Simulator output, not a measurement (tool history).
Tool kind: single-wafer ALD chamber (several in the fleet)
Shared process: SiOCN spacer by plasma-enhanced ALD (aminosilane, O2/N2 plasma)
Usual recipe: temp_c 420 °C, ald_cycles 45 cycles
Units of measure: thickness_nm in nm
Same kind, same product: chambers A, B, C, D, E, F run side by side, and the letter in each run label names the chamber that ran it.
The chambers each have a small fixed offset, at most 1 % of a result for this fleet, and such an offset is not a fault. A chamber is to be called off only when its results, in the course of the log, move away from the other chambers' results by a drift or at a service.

run	hour	temp_c	ald_cycles	read-back reference wafer on the same gauge, thickness_nm	thickness_nm
1E	7.4	420	45	2.8012	2.5653
2A	18.9	420	45	2.8013	2.5412
# hour 24: chamber B: thermocouple changed; heater temperature recalibrated
3D	30.3	420	45	2.8014	2.5532
4C	39.3	420	45	2.8018	2.5576
5B	50.2	420	45	2.8017	2.5352
6F	61.3	420	45	2.8028	2.5616
7C	68.2	420	45	2.803	2.5621
8F	74.1	420	45	2.8022	2.5629
9A	85.6	420	45	2.8037	2.5567
10B	95.7	420	49	2.8046	2.7662
11E	107.3	420	49	2.8047	2.7996
12D	112.5	420	49	2.8048	2.8009
13A	117.9	420	49	2.8064	2.7763
14C	123.1	420	49	2.8056	2.7801
15F	129.7	420	49	2.8047	2.7953
16D	137.4	420	45	2.8063	2.5694
17B	146.6	420	45	2.8069	2.5429
18E	152	420	45	2.806	2.5657
19A	158.6	420	45	2.8067	2.5507
20C	169	420	42	2.8081	2.3894
21B	176.5	420	42	2.8076	2.3806
22D	183.5	420	42	2.808	2.395
23F	195.1	420	42	2.8082	2.3956
24E	205.6	420	42	2.8078	2.3999
25C	213.3	420	42	2.8093	2.3883
26E	220.5	420	45	2.8096	2.5708
27A	228.5	420	45	2.8097	2.5545
28D	237.2	420	45	2.8111	2.5687
29F	246.7	420	45	2.8115	2.5737
30B	257.5	420	45	2.8116	2.5411
31E	264.1	420	45	2.8123	2.5725
32F	271.7	420	45	2.8126	2.5684
33D	281.7	420	45	2.8126	2.5726
34A	287.4	420	45	2.8139	2.5564
35B	295.8	420	45	2.8128	2.5486
36C	306	420	45	2.8136	2.573
37C	316	420	45	2.8145	2.5709
38B	327	420	45	2.8137	2.5458
39E	337.4	420	45	2.8141	2.57
40A	348.9	420	45	2.8142	2.5547
41F	359.5	420	45	2.8163	2.5804

Each of the 6 chambers runs these same settings next. Fill in every chamber's results:
42A	368	420	45		?
42B	368	420	45		?
42C	368	420	45		?
42D	368	420	45		?
42E	368	420	45		?
42F	368	420	45		?

run	thickness_nm
42A	2.5625
42B	2.5528
42C	2.5677
42D	2.5802
42E	2.5792
42F	2.5752
